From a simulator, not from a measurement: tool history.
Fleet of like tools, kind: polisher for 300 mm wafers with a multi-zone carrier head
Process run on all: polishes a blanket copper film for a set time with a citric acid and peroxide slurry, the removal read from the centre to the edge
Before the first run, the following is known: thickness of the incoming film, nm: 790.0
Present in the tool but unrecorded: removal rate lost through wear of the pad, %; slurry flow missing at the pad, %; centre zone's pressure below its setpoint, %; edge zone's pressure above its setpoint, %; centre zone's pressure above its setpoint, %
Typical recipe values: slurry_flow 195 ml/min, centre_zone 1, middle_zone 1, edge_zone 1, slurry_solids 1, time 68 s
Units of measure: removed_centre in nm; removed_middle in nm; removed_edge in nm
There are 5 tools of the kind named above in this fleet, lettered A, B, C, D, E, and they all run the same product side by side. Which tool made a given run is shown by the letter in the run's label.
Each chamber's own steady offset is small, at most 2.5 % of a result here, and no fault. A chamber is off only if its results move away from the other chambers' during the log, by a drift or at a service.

run	hour	slurry_flow	centre_zone	middle_zone	edge_zone	slurry_solids	time	wafers polished on this pad	hours since the slurry nozzle was cleaned	hours since the centre zone pressure was calibrated	hours since the edge zone pressure was calibrated	removed_centre	removed_middle	removed_edge
1A	6.2	195	1	1	1	1	68	248	411.1	269	1096.8	245.83	248.83	251.41
# hour 8.4: chamber A: slurry nozzle cleaned
2B	15.4	195	1	1	1	1	68	470	394.4	855.9	105.7	245.17	242.59	248.29
# hour 19: chamber B: centre zone pressure recalibrated
3E	24.5	195	1	1	1	1	68	496	32.8	389.3	169.5	251.79	247.65	246
# hour 29.2: chamber A: worn pad replaced by a new one
4D	30.2	195	1	1	1	1	68	439	337.2	240.8	58.4	244.94	250.07	245.04
5C	35.1	195	1	1	1	1	68	579	349.8	258.8	106.6	243.48	249.36	244.36
6C	41.6	195	1	1	1	1	68	640	356.3	265.3	113.1	245.68	250.04	242.84
7D	45.8	195	1	1	1	1	68	585	352.8	256.4	74	244.23	238.39	244.99
# hour 46.6: chamber D: slurry nozzle cleaned
8A	54.7	195	1	1	1	1	68	239	46.4	317.5	1145.3	247.26	252.28	246.51
9B	60.8	195	1	1	1	1	68	894	439.8	41.9	151.1	244.69	248.7	241.28
10E	65.2	195	1	1	1	1	68	876	73.5	430	210.2	245.93	249.5	244.83
11D	70.2	195	1	1	1	1	68	813	23.6	280.8	98.4	245.01	247.33	247.82
12E	77.4	195	1	1	1	1	68	990	85.7	442.2	222.4	249.68	249.16	245.85
# hour 78.1: chamber A: worn pad replaced by a new one
# hour 78.6: chamber B: worn pad replaced by a new one
13A	82.5	195	1	1	1	1	68	41	74.2	345.3	1173.1	245.2	250.9	249.11
# hour 87.7: chamber C: worn pad replaced by a new one
14C	88.9	195	1	1	1	1	68	11	403.6	312.6	160.4	249.57	254.75	242.53
# hour 93.6: chamber E: worn pad replaced by a new one
15B	94.6	195	1	1	1	1	68	149	473.6	75.7	184.9	244.04	246.98	244.28
16A	98.9	195	1	1	1	1	68	194	90.6	361.7	1189.5	250.97	249.18	246.03
17D	103.1	195	1	1	1	1	68	1120	56.5	313.7	131.3	244.54	243.55	246.57
18C	107.4	195	1	1	1	1	68	184	422.1	331.1	178.9	243.16	254.73	245.95
19E	111.9	195	1	1	1	1	68	171	120.2	476.7	256.9	247.69	242.04	248.02
20B	116.3	195	1	1	1	1	68	352	495.3	97.4	206.6	245.71	247.38	244.94
# hour 121: chamber C: slurry nozzle cleaned
21D	124.8	195	1	1	1	1	68	1323	78.2	335.4	153	241.75	241.66	236.93
22E	131.9	195	1	1	1	1	68	358	140.2	496.7	276.9	246.31	255.17	248.18
23B	137.7	195	1	1	1	1	68	552	516.7	118.8	228	245.3	240.48	239.49
# hour 138: chamber A: worn pad replaced by a new one
24A	145.5	195	1	1	1	1	68	70	137.2	408.3	1236.1	247.98	254.17	246.19
25C	149.6	195	1	1	1	1	68	578	28.7	373.3	221.1	247.94	256.03	245.57
# hour 154.9: chamber B: slurry nozzle cleaned
26D	156.8	195	1	1	1	1	68	1622	110.2	367.4	185	233.88	234.3	237.23
# hour 158.8: chamber A: edge zone pressure recalibrated
27A	165.4	195	1	1	1	1	68	256	157.1	428.2	6.7	247	241.5	242.66
28C	173.1	195	1	1	1	1	68	798	52.2	396.8	244.6	246.49	256.17	244.22
29B	180.5	195	1.05	1	1	1	68	952	25.7	161.6	270.8	256.83	242.38	246.39
30E	187.9	195	1.05	1	1	1	68	881	196.2	552.7	332.9	261.06	249.15	246.88

Predict what each chamber gives when all 5 of them run the settings below next.
31A	194.7	195	1	1	1	1	68					?	?	?
31B	194.7	195	1	1	1	1	68					?	?	?
31C	194.7	195	1	1	1	1	68					?	?	?
31D	194.7	195	1	1	1	1	68					?	?	?
31E	194.7	195	1	1	1	1	68					?	?	?

run	removed_centre	removed_middle	removed_edge
31A	250.9	238.38	247.78
31B	239.12	250.58	242.67
31C	246.2	261.07	243.25
31D	227.1	230.9	228.08
31E	246.7	252.25	244.57
